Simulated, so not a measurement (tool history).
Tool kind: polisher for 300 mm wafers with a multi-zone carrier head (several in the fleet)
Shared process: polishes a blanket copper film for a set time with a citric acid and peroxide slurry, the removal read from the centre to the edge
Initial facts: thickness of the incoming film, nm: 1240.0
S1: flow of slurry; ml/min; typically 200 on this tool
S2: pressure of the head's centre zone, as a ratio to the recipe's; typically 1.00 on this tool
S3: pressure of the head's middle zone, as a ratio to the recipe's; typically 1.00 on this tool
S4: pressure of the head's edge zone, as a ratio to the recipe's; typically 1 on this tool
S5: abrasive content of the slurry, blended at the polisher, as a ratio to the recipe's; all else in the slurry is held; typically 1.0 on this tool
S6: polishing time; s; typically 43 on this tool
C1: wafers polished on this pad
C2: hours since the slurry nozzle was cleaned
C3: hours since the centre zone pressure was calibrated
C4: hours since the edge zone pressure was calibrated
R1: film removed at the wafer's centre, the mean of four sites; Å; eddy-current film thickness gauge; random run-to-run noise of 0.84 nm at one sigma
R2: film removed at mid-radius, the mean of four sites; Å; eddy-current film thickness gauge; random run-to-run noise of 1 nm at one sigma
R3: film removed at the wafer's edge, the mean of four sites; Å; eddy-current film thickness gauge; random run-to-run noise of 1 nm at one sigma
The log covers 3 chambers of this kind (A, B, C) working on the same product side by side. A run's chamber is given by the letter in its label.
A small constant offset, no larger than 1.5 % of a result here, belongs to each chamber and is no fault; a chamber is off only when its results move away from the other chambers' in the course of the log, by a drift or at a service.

| run | hour | S1 | S2 | S3 | S4 | S5 | S6 | C1 | C2 | C3 | C4 | R1 | R2 | R3 |
|---|---|---|---|---|---|---|---|---|---|---|---|---|---|---|
| 1B | 5.3 | 200 | 1.00 | 1.00 | 1 | 1.0 | 43 | 567 | 101.7 | 619.8 | 29.6 | 755.73 | 767.37 | 763.16 |
|  | 12.2 | chamber B: worn pad replaced by a new one |
| 2C | 14.7 | 200 | 1.00 | 1.00 | 1 | 1.0 | 43 | 583 | 85.0 | 313.8 | 791.5 | 746.05 | 743.84 | 744.59 |
|  | 19.4 | chamber C: edge zone pressure recalibrated |
| 3A | 25.3 | 200 | 1.00 | 1.00 | 1 | 1.0 | 43 | 671 | 198.5 | 405.8 | 976.8 | 753.48 | 751.44 | 756.14 |
|  | 30.0 | chamber C: worn pad replaced by a new one |
| 4B | 34.0 | 200 | 1.00 | 1.00 | 1 | 1.0 | 43 | 274 | 130.4 | 648.5 | 58.3 | 754.97 | 747.20 | 765.68 |
| 5A | 40.7 | 230 | 1.00 | 1.00 | 1 | 1.0 | 31 | 865 | 213.9 | 421.2 | 992.2 | 548.03 | 560.24 | 551.62 |
| 6C | 50.1 | 230 | 1.00 | 1.00 | 1 | 1.0 | 31 | 253 | 120.4 | 349.2 | 30.8 | 553.33 | 541.99 | 557.15 |
|  | 57.6 | chamber A: slurry nozzle cleaned |
| 7B | 60.7 | 230 | 1.00 | 1.00 | 1 | 1.0 | 31 | 611 | 157.1 | 675.2 | 85.0 | 560.98 | 550.25 | 550.77 |
| 8C | 66.4 | 200 | 1.00 | 1.00 | 1 | 1.0 | 43 | 458 | 136.7 | 365.5 | 47.1 | 753.43 | 738.06 | 743.02 |
|  | 67.9 | chamber B: worn pad replaced by a new one |
| 9A | 74.2 | 200 | 1.00 | 0.94 | 1 | 1.0 | 43 | 1287 | 16.6 | 454.7 | 1025.7 | 755.07 | 720.46 | 755.87 |
| 10C | 84.4 | 200 | 1.00 | 0.94 | 1 | 1.0 | 43 | 685 | 154.7 | 383.5 | 65.1 | 742.93 | 713.67 | 753.95 |
| 11B | 94.7 | 200 | 1.00 | 0.94 | 1 | 1.0 | 43 | 338 | 191.1 | 709.2 | 119.0 | 772.42 | 712.97 | 756.11 |
| 12A | 101.0 | 200 | 1.00 | 1.00 | 1 | 1.0 | 43 | 1625 | 43.4 | 481.5 | 1052.5 | 761.82 | 748.45 | 744.75 |
|  | 104.5 | chamber C: worn pad replaced by a new one |
| 13C | 108.2 | 200 | 1.00 | 1.00 | 1 | 1.0 | 43 | 47 | 178.5 | 407.3 | 88.9 | 757.23 | 745.09 | 756.82 |
| 14A | 117.7 | 200 | 1.00 | 1.00 | 1 | 1.0 | 43 | 1835 | 60.1 | 498.2 | 1069.2 | 750.44 | 759.70 | 753.43 |
| 15B | 126.2 | 200 | 1.00 | 1.00 | 1 | 1.0 | 43 | 734 | 222.6 | 740.7 | 150.5 | 737.09 | 769.00 | 752.56 |
|  | 129.9 | chamber B: worn pad replaced by a new one |
| 16B | 134.4 | 200 | 1.00 | 1.00 | 1 | 1.0 | 43 | 56 | 230.8 | 748.9 | 158.7 | 748.76 | 755.66 | 752.24 |
| 17C | 141.4 | 200 | 1.00 | 1.00 | 1 | 1.0 | 43 | 465 | 211.7 | 440.5 | 122.1 | 750.04 | 736.39 | 755.78 |
| 18A | 148.8 | 200 | 1.00 | 1.00 | 1 | 1.0 | 43 | 2227 | 91.2 | 529.3 | 1100.3 | 734.64 | 736.05 | 752.91 |
| 19C | 158.9 | 200 | 1.00 | 1.00 | 1 | 1.0 | 43 | 685 | 229.2 | 458.0 | 139.6 | 745.19 | 728.82 | 755.86 |
| 20B | 167.0 | 135 | 1.00 | 1.00 | 1 | 1.0 | 43 | 467 | 263.4 | 781.5 | 191.3 | 693.45 | 694.09 | 721.52 |
| 21A | 173.9 | 135 | 1.00 | 1.00 | 1 | 1.0 | 43 | 2543 | 116.3 | 554.4 | 1125.4 | 666.59 | 681.98 | 716.69 |
|  | 175.0 | chamber A: centre zone pressure recalibrated |
| 22C | 179.9 | 135 | 1.00 | 1.00 | 1 | 1.0 | 43 | 950 | 250.2 | 479.0 | 160.6 | 690.99 | 680.91 | 698.33 |
|  | 181.3 | chamber C: worn pad replaced by a new one |
|  | 186.4 | chamber B: slurry nozzle cleaned |
| 23A | 189.8 | 200 | 1.00 | 1.00 | 1 | 1.0 | 43 | 2743 | 132.2 | 14.8 | 1141.3 | 719.54 | 727.80 | 741.27 |
|  | 190.8 | chamber B: worn pad replaced by a new one |
| 24B | 195.9 | 200 | 1.00 | 1.00 | 1 | 1.0 | 43 | 64 | 9.6 | 810.4 | 220.2 | 761.08 | 735.52 | 745.08 |
| 25C | 207.6 | 200 | 1.11 | 1.00 | 1 | 1.0 | 43 | 332 | 277.9 | 506.7 | 188.3 | 838.14 | 747.51 | 746.63 |
| 26A | 215.3 | 200 | 1.11 | 1.00 | 1 | 1.0 | 43 | 3065 | 157.7 | 40.3 | 1166.8 | 796.23 | 716.42 | 710.12 |
| 27B | 221.0 | 200 | 1.11 | 1.00 | 1 | 1.0 | 43 | 380 | 34.7 | 835.5 | 245.3 | 857.71 | 742.45 | 775.29 |
| 28A | 231.1 | 200 | 1.00 | 1.00 | 1 | 1.0 | 43 | 3264 | 173.5 | 56.1 | 1182.6 | 700.01 | 711.73 | 696.06 |
|  | 238.0 | chamber A: edge zone pressure recalibrated |
| 29C | 242.5 | 200 | 1.00 | 1.00 | 1 | 1.0 | 43 | 771 | 312.8 | 541.6 | 223.2 | 762.83 | 741.72 | 754.44 |
|  | 246.6 | chamber C: worn pad replaced by a new one |
|  | 249.0 | chamber B: worn pad replaced by a new one |
| 30B | 252.2 | 200 | 1.00 | 0.91 | 1 | 1.0 | 48 | 40 | 65.9 | 866.7 | 276.5 | 850.99 | 788.95 | 854.99 |
| 31A | 258.8 | 200 | 1.00 | 0.91 | 1 | 1.0 | 48 | 3613 | 201.2 | 83.8 | 20.9 | 776.18 | 711.26 | 796.93 |
| 32C | 267.7 | 200 | 1.00 | 0.91 | 1 | 1.0 | 48 | 265 | 338.0 | 566.8 | 248.4 | 840.61 | 774.13 | 835.32 |
| 33B | 274.2 | 200 | 1.00 | 1.00 | 1 | 1.0 | 43 | 318 | 87.9 | 888.7 | 298.5 | 760.63 | 767.45 | 748.53 |
| 34C | 281.7 | 200 | 1.00 | 1.00 | 1 | 1.0 | 43 | 442 | 352.0 | 580.8 | 262.4 | 753.86 | 749.33 | 742.72 |
| 35B | 293.4 | 200 | 1.00 | 1.00 | 1 | 1.0 | 43 | 559 | 107.1 | 907.9 | 317.7 | 743.74 | 751.23 | 762.13 |

Has any chamber moved away from the others, gradually or after a service, or does the common gauge drift, or do the chambers differ only by their own small steady offsets? State the chamber and the most likely cause if one applies.

Little by little, chamber A moves away from the other chambers.
Cause: removal rate lost through wear of the pad, % = 9.04.
Not necessarily distinguishable in this log from: slurry flow missing at the pad, %.

Below are 4 candidate recipes for chamber A's next run, each the usual settings with a change, their results shown as question marks. Which of them brings A's results back in line with what the other chambers give on the usual settings?
In line means no further than this from the other chambers' mean on the usual settings: R1 29.00 Å; R2 35.00 Å; R3 36.00 Å
| 36A-1 | 302.0 | 200 | 1.00 | 0.99 | 1.01 | 1.0 | 47 |  |  |  |  | ? | ? | ? |
| 36A-2 | 302.0 | 200 | 1.00 | 1.01 | 0.99 | 1.0 | 39 |  |  |  |  | ? | ? | ? |
| 36A-3 | 302.0 | 200 | 1.00 | 1.00 | 1.00 | 1.0 | 44 |  |  |  |  | ? | ? | ? |
| 36A-4 | 302.0 | 200 | 1.00 | 1.00 | 1.00 | 1.0 | 42 |  |  |  |  | ? | ? | ? |

What the other chambers average on the usual settings: R1 751.02 Å; R2 744.45 Å; R3 754.04 Å
| run | R1 | R2 | R3 |
|---|---|---|---|
| 36A-1 | 734.16 | 739.28 | 746.39 |
| 36A-2 | 609.29 | 624.78 | 612.64 |
| 36A-3 | 687.35 | 698.49 | 694.97 |
| 36A-4 | 656.11 | 666.74 | 663.38 |
It is 36A-1 that realigns the chamber with its peers.

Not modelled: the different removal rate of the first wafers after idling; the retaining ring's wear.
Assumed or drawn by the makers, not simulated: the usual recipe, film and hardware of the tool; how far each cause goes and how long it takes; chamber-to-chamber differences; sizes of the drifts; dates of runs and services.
